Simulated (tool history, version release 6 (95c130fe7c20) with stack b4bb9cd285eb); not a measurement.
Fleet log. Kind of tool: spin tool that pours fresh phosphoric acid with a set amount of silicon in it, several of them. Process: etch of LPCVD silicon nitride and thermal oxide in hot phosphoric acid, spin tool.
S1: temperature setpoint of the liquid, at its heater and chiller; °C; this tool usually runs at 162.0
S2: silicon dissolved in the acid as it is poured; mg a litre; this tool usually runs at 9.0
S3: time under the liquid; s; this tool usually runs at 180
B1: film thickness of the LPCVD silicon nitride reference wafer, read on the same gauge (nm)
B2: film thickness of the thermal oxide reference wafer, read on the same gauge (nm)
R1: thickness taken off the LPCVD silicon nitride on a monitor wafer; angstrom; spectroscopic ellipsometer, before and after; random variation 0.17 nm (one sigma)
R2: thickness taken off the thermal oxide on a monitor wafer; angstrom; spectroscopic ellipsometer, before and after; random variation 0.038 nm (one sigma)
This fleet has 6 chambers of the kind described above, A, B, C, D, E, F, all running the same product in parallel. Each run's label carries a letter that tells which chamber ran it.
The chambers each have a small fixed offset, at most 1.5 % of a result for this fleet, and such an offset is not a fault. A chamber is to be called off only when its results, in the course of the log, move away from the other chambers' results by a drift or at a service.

run     day     S1    S2   S3      B1      B2       R1      R2
 1C   0.567  162.0   9.0  180  110.00  60.001  187.020  4.9076
      0.650  -- chamber E: dissolved silicon flow meter replaced
 2E   0.979  162.0   9.0  180  109.98  60.014  187.400  4.9871
 3F   1.508  162.0   9.0  180  110.01  59.991  189.320  5.1260
 4A   1.938  162.0   9.0  180  110.00  60.020  188.780  4.9477
 5B   2.417  162.0   9.0  180  109.99  60.004  190.790  5.1581
      2.654  -- chamber F: dissolved silicon flow meter replaced
      2.675  -- chamber A: heated supply line repaired
 6D   2.867  162.0  13.5  180  109.99  60.014  187.810  4.7779
 7F   3.258  162.0  13.5  180  109.99  60.007  190.370  3.9985
 8E   3.700  162.0  13.5  180  110.01  60.003  188.800  4.6582
 9D   4.012  162.0  13.5  180  109.99  59.970  188.820  3.7534
10A   4.708  162.0  13.5  180  110.03  60.007  184.300  4.4907
11C   5.067  162.0  13.5  180  109.99  60.002  186.110  3.9466
12B   5.583  162.0   9.0  180  110.00  60.011  188.120  5.1867
13D   6.050  162.0   9.0  180  110.02  60.016  186.510  4.7264
14A   6.458  162.0   9.0  180  110.03  60.041  188.250  4.4434
      6.767  -- chamber C: dissolved silicon flow meter replaced
15C   7.088  162.0   9.0  180  109.97  59.961  190.750  4.8147
16B   7.783  162.0   9.0  180  109.99  60.007  180.720  4.3089
      8.071  -- chamber C: heated supply line repaired
17E   8.292  162.0   9.0  180  109.98  59.997  187.930  4.6792
18F   8.883  162.0   9.0  180  110.01  60.016  189.660  4.2649
      8.896  -- chamber B: dissolved silicon flow meter replaced
19D   9.396  162.0   9.0  180  109.98  60.000  187.900  4.7107
20E   9.758  162.0   9.0  180  110.01  59.991  187.620  4.9850
21B  10.212  162.0  12.5  285  109.99  59.991  285.110  6.2737
22C  10.650  162.0  12.5  285  109.98  60.022  299.190  6.7441
23A  11.088  162.0  12.5  285  110.02  59.998  298.950  6.2437
     11.392  -- chamber A: thermometer replaced
24F  11.517  162.0  12.5  285  109.98  59.978  297.100  6.8647
25D  11.850  162.0  12.5  285  110.04  60.004  301.040  6.8137
26E  12.225  162.0  12.5  285  109.99  60.008  294.200  7.0359
27B  12.588  162.0   9.0  180  110.00  59.980  178.620  3.7201
     13.088  -- chamber F: thermometer replaced
28A  13.267  162.0   9.0  180  109.99  60.035  186.320  5.2312
29C  13.688  162.0   9.0  180  109.99  60.029  190.560  4.8283
30F  14.033  162.0   9.0  260  110.00  60.008  270.870  5.8082
31D  14.417  162.0   9.0  260  110.03  59.992  270.950  5.6152
32B  15.017  162.0   9.0  260  109.98  60.005  253.190  5.4873
33A  15.562  162.0   9.0  260  110.00  59.960  263.750  7.0484
34C  16.117  162.0   9.0  260  110.00  60.022  268.770  6.9148
35F  16.433  162.0   9.0  260  109.97  59.990  272.970  6.1760
36E  17.038  163.5   9.0   75  109.98  60.000   81.564  2.4907

Decide between three cases: one chamber stands off from its peers, the gauge reading all wafers drifts, or nothing is wrong past each chamber's small offset. Where a chamber is off, say which and what most likely put it there.

One chamber, B, drifts off from the rest bit by bit.
Likeliest cause: temperature lost on the way to the wafer (K) = 2.78.
The log may not tell that from: liquid colder than its thermometer reads (K).

Below are 4 candidate recipes for chamber B's next run, each the usual settings with a change, their results shown as question marks. Which of them brings B's results back in line with what the other chambers give on the usual settings?
To be in line, a result may differ from the other chambers' mean on the usual settings by at most: R1 6.100 angstrom; R2 1.3000 angstrom
37B-1  17.533  159.5  15.5  160           ?   ?
37B-2  17.533  163.0   6.0  190           ?   ?
37B-3  17.533  164.5   2.5  200           ?   ?
37B-4  17.533  161.0  12.0  170           ?   ?

Mean of the other chambers on the usual settings: R1 188.090 angstrom; R2 4.7506 angstrom
  run       R1      R2
37B-1  139.680  2.3494
37B-2  186.850  4.4895
37B-3  206.870  5.6494
37B-4  156.220  3.0355
With 37B-2, the chamber falls back in line with the rest.
